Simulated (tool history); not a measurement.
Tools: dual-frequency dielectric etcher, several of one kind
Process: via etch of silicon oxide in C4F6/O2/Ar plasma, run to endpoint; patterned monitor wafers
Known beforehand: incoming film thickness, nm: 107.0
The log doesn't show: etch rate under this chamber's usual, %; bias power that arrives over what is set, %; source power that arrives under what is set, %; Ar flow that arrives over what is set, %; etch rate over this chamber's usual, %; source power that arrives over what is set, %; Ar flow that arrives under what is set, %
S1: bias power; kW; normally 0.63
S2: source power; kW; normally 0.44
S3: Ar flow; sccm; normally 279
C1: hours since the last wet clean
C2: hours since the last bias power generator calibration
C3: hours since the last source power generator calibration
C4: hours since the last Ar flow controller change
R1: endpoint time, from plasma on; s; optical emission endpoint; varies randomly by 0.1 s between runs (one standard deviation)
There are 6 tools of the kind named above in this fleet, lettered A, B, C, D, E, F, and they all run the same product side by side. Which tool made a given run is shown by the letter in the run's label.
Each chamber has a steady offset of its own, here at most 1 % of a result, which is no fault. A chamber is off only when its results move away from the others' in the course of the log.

run	hour	S1	S2	S3	C1	C2	C3	C4	R1
1A	6	0.63	0.44	279	200.1	1323.8	384.5	4144	20.548
# hour 10.8: chamber B: wet clean of the chamber
2F	13.5	0.63	0.44	279	375.6	3254.2	675	269.9	20.717
3B	21.2	0.63	0.44	279	10.4	2184.8	559.6	2250.5	20.487
4E	28.6	0.63	0.44	279	358.3	2289.4	3132.3	2864.9	20.666
5C	36.2	0.63	0.44	279	358.6	2730.5	1788.8	83.4	20.815
6D	41.5	0.63	0.44	279	129.1	2652.7	1130.4	946.1	20.568
7E	46.8	0.63	0.44	279	376.5	2307.6	3150.5	2883.1	20.589
8C	51.6	0.63	0.44	279	374	2745.9	1804.2	98.8	20.923
9D	57.8	0.63	0.44	279	145.4	2669	1146.7	962.4	20.8
10B	63.3	0.63	0.44	279	52.5	2226.9	601.7	2292.6	20.522
# hour 64.4: chamber E: wet clean of the chamber
11A	71.4	0.63	0.44	279	265.5	1389.2	449.9	4209.4	20.554
12F	76.7	0.63	0.44	279	438.8	3317.4	738.2	333.1	20.819
13C	86.4	0.63	0.44	279	408.8	2780.7	1839	133.6	20.807
14F	93.3	0.63	0.44	279	455.4	3334	754.8	349.7	20.824
# hour 97: chamber C: wet clean of the chamber
15B	99.4	0.63	0.44	279	88.6	2263	637.8	2328.7	20.765
16E	107.9	0.63	0.44	279	43.6	2368.7	3211.6	2944.2	20.743
# hour 110.5: chamber F: bias power generator calibrated
17A	112.5	0.63	0.44	279	306.6	1430.3	491	4250.5	20.585
18D	119.6	0.63	0.44	279	207.2	2730.8	1208.5	1024.2	20.521
19E	124.9	0.63	0.44	279	60.6	2385.7	3228.6	2961.2	20.593
20F	132.8	0.63	0.44	279	494.9	22.4	794.3	389.2	20.588
21A	141.8	0.63	0.44	279	335.9	1459.6	520.3	4279.8	20.991
22C	149	0.63	0.44	279	52	2843.3	1901.6	196.2	20.856
23D	157.9	0.63	0.44	279	245.5	2769.1	1246.8	1062.5	20.609
24B	166.2	0.63	0.44	279	155.4	2329.8	704.6	2395.5	20.516
25C	175.5	0.546	0.44	241	78.5	2869.8	1928.1	222.7	21.786
# hour 178.9: chamber F: wet clean of the chamber
26E	183.2	0.546	0.44	241	118.9	2444	3286.9	3019.5	21.366
27B	190.2	0.546	0.44	241	179.4	2353.8	728.6	2419.5	21.389
28A	194.9	0.546	0.44	241	389	1512.7	573.4	4332.9	22.034
29F	200.2	0.546	0.44	241	21.4	89.8	861.7	456.6	21.569
30D	204.9	0.546	0.44	241	292.5	2816.1	1293.8	1109.5	21.568
31C	213.5	0.63	0.44	279	116.5	2907.8	1966.1	260.7	20.819
32E	219.1	0.728	0.44	279	154.8	2479.9	3322.8	3055.4	19.603
33A	224.3	0.728	0.44	279	418.4	1542.1	602.8	4362.3	20.021
34F	229.9	0.728	0.44	279	51.1	119.5	891.4	486.3	19.689
35D	235.6	0.728	0.44	279	323.2	2846.8	1324.5	1140.2	19.699
36B	240.6	0.728	0.44	279	229.8	2404.2	779	2469.9	19.682
37F	248.2	0.728	0.44	279	69.4	137.8	909.7	504.6	19.573
38A	255.6	0.63	0.44	279	449.7	1573.4	634.1	4393.6	21.347
39C	265.2	0.63	0.44	279	168.2	2959.5	2017.8	312.4	21.187
40E	271.4	0.63	0.44	279	207.1	2532.2	3375.1	3107.7	20.518
41D	278.9	0.63	0.44	279	366.5	2890.1	1367.8	1183.5	20.58

Is one chamber off against the others, does the gauge drift, or is nothing wrong? If a chamber is off, say which, and what the likeliest cause is.

Little by little, chamber A moves away from the other chambers.
What lies behind it: etch rate under this chamber's usual, % = 3.93.

Chamber A could run next with any of the 4 candidate recipes listed below; each alters the usual settings, and their results appear as question marks. Which one brings its results back in line with what the other chambers deliver on the usual settings?
In line means no further than this from the other chambers' mean on the usual settings: R1 0.37 s
42A-1	286.2	0.661	0.46	279					?
42A-2	286.2	0.687	0.48	272					?
42A-3	286.2	0.6	0.42	283					?
42A-4	286.2	0.573	0.4	286					?

What the other chambers average on the usual settings: R1 20.687 s
run	R1
42A-1	20.625
42A-2	19.955
42A-3	22.153
42A-4	22.972
The answer is 42A-1, which returns the chamber to within the allowed miss of the others.
